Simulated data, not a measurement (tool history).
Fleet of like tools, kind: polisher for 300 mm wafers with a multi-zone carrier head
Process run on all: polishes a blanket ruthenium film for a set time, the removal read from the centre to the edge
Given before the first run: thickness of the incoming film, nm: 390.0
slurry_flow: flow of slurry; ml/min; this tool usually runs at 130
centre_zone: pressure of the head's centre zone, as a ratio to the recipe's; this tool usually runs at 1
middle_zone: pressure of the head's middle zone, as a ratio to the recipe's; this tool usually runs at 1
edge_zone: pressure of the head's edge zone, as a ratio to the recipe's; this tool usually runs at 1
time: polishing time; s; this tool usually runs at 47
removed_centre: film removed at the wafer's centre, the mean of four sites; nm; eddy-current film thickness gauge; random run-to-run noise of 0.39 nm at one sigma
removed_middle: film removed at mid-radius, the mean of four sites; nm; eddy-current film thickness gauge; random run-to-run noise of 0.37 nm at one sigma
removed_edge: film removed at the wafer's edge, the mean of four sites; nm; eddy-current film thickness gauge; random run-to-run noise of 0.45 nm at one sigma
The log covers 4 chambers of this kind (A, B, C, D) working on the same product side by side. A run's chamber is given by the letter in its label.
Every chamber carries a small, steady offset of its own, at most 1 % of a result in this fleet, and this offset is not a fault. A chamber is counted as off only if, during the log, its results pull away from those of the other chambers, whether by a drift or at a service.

{"run": "1A", "day": 0.304, "slurry_flow": 130, "centre_zone": 1, "middle_zone": 1, "edge_zone": 1, "time": 47, "removed_centre": 40.35, "removed_middle": 39.84, "removed_edge": 40.056}
{"day": 0.471, "done": "chamber A: worn pad replaced by a new one"}
{"run": "2C", "day": 0.633, "slurry_flow": 130, "centre_zone": 1, "middle_zone": 1, "edge_zone": 1, "time": 47, "removed_centre": 40.301, "removed_middle": 40.077, "removed_edge": 39.99}
{"run": "3B", "day": 0.812, "slurry_flow": 130, "centre_zone": 1, "middle_zone": 1, "edge_zone": 1, "time": 47, "removed_centre": 41.534, "removed_middle": 40.561, "removed_edge": 40.795}
{"run": "4D", "day": 1.117, "slurry_flow": 130, "centre_zone": 1, "middle_zone": 1, "edge_zone": 1, "time": 47, "removed_centre": 40.654, "removed_middle": 40.089, "removed_edge": 41.262}
{"day": 1.308, "done": "chamber D: worn pad replaced by a new one"}
{"run": "5A", "day": 1.358, "slurry_flow": 130, "centre_zone": 1, "middle_zone": 1, "edge_zone": 1, "time": 47, "removed_centre": 39.966, "removed_middle": 41.017, "removed_edge": 40.502}
{"run": "6B", "day": 1.633, "slurry_flow": 130, "centre_zone": 1, "middle_zone": 1, "edge_zone": 1, "time": 47, "removed_centre": 40.559, "removed_middle": 39.968, "removed_edge": 39.916}
{"day": 1.771, "done": "chamber A: edge zone pressure recalibrated"}
{"run": "7C", "day": 1.842, "slurry_flow": 130, "centre_zone": 1, "middle_zone": 1, "edge_zone": 1, "time": 47, "removed_centre": 40.293, "removed_middle": 39.956, "removed_edge": 40.559}
{"day": 1.938, "done": "chamber B: worn pad replaced by a new one"}
{"run": "8D", "day": 1.996, "slurry_flow": 130, "centre_zone": 1, "middle_zone": 1, "edge_zone": 1, "time": 47, "removed_centre": 40.728, "removed_middle": 39.541, "removed_edge": 40.13}
{"day": 2.2, "done": "chamber C: worn pad replaced by a new one"}
{"run": "9B", "day": 2.312, "slurry_flow": 130, "centre_zone": 1, "middle_zone": 1, "edge_zone": 1, "time": 47, "removed_centre": 40.402, "removed_middle": 39.917, "removed_edge": 40.352}
{"run": "10D", "day": 2.588, "slurry_flow": 130, "centre_zone": 1, "middle_zone": 1, "edge_zone": 1, "time": 47, "removed_centre": 40.687, "removed_middle": 40.47, "removed_edge": 40.973}
{"run": "11A", "day": 2.825, "slurry_flow": 130, "centre_zone": 1, "middle_zone": 1, "edge_zone": 1, "time": 47, "removed_centre": 40.257, "removed_middle": 40.684, "removed_edge": 40.011}
{"run": "12C", "day": 3.05, "slurry_flow": 130, "centre_zone": 1, "middle_zone": 1, "edge_zone": 1, "time": 47, "removed_centre": 40.66, "removed_middle": 40.735, "removed_edge": 41.366}
{"run": "13B", "day": 3.346, "slurry_flow": 130, "centre_zone": 1, "middle_zone": 1, "edge_zone": 1, "time": 47, "removed_centre": 40.337, "removed_middle": 39.73, "removed_edge": 40.067}
{"run": "14A", "day": 3.662, "slurry_flow": 130, "centre_zone": 1, "middle_zone": 1, "edge_zone": 1, "time": 47, "removed_centre": 40.19, "removed_middle": 39.666, "removed_edge": 40.471}
{"run": "15D", "day": 3.904, "slurry_flow": 130, "centre_zone": 1, "middle_zone": 1, "edge_zone": 1, "time": 47, "removed_centre": 40.96, "removed_middle": 39.763, "removed_edge": 39.825}
{"day": 4.108, "done": "chamber A: worn pad replaced by a new one"}
{"run": "16C", "day": 4.238, "slurry_flow": 130, "centre_zone": 1, "middle_zone": 1, "edge_zone": 1, "time": 47, "removed_centre": 39.604, "removed_middle": 39.566, "removed_edge": 40.668}
{"run": "17C", "day": 4.542, "slurry_flow": 130, "centre_zone": 1, "middle_zone": 1, "edge_zone": 1, "time": 47, "removed_centre": 40.419, "removed_middle": 39.701, "removed_edge": 40.483}
{"run": "18A", "day": 4.858, "slurry_flow": 130, "centre_zone": 1, "middle_zone": 1, "edge_zone": 1, "time": 47, "removed_centre": 39.727, "removed_middle": 40.387, "removed_edge": 40.175}
{"run": "19D", "day": 5.142, "slurry_flow": 130, "centre_zone": 1, "middle_zone": 1, "edge_zone": 1, "time": 47, "removed_centre": 40.006, "removed_middle": 40.072, "removed_edge": 39.92}
{"run": "20B", "day": 5.325, "slurry_flow": 130, "centre_zone": 1, "middle_zone": 1, "edge_zone": 0.94, "time": 47, "removed_centre": 37.687, "removed_middle": 37.641, "removed_edge": 36.692}
{"day": 5.433, "done": "chamber C: slurry nozzle cleaned"}
{"run": "21B", "day": 5.592, "slurry_flow": 130, "centre_zone": 1, "middle_zone": 1, "edge_zone": 0.94, "time": 47, "removed_centre": 36.823, "removed_middle": 36.902, "removed_edge": 36.84}
{"run": "22A", "day": 5.879, "slurry_flow": 130, "centre_zone": 1, "middle_zone": 1, "edge_zone": 0.94, "time": 47, "removed_centre": 40.053, "removed_middle": 40.182, "removed_edge": 39.225}
{"run": "23C", "day": 6.033, "slurry_flow": 130, "centre_zone": 1, "middle_zone": 1, "edge_zone": 0.94, "time": 47, "removed_centre": 40.446, "removed_middle": 40.174, "removed_edge": 38.574}
{"day": 6.142, "done": "chamber D: worn pad replaced by a new one"}
{"run": "24D", "day": 6.225, "slurry_flow": 130, "centre_zone": 1, "middle_zone": 1, "edge_zone": 1, "time": 47, "removed_centre": 39.93, "removed_middle": 40.773, "removed_edge": 40.512}
{"day": 6.471, "done": "chamber B: worn pad replaced by a new one"}
{"run": "25B", "day": 6.521, "slurry_flow": 130, "centre_zone": 1, "middle_zone": 1, "edge_zone": 1, "time": 47, "removed_centre": 35.913, "removed_middle": 35.838, "removed_edge": 37.16}

Each of the 4 chambers runs these same settings next. Fill in every chamber's results:
{"run": "26A", "day": 6.775, "slurry_flow": 130, "centre_zone": 1, "middle_zone": 1, "edge_zone": 1, "time": 47, "removed_centre": "?", "removed_middle": "?", "removed_edge": "?"}
{"run": "26B", "day": 6.775, "slurry_flow": 130, "centre_zone": 1, "middle_zone": 1, "edge_zone": 1, "time": 47, "removed_centre": "?", "removed_middle": "?", "removed_edge": "?"}
{"run": "26C", "day": 6.775, "slurry_flow": 130, "centre_zone": 1, "middle_zone": 1, "edge_zone": 1, "time": 47, "removed_centre": "?", "removed_middle": "?", "removed_edge": "?"}
{"run": "26D", "day": 6.775, "slurry_flow": 130, "centre_zone": 1, "middle_zone": 1, "edge_zone": 1, "time": 47, "removed_centre": "?", "removed_middle": "?", "removed_edge": "?"}

run=26A removed_centre=39.223 removed_middle=40.391 removed_edge=40.107
run=26B removed_centre=35.461 removed_middle=35.536 removed_edge=37.119
run=26C removed_centre=40.361 removed_middle=40.571 removed_edge=40.767
run=26D removed_centre=40.268 removed_middle=40.279 removed_edge=40.401
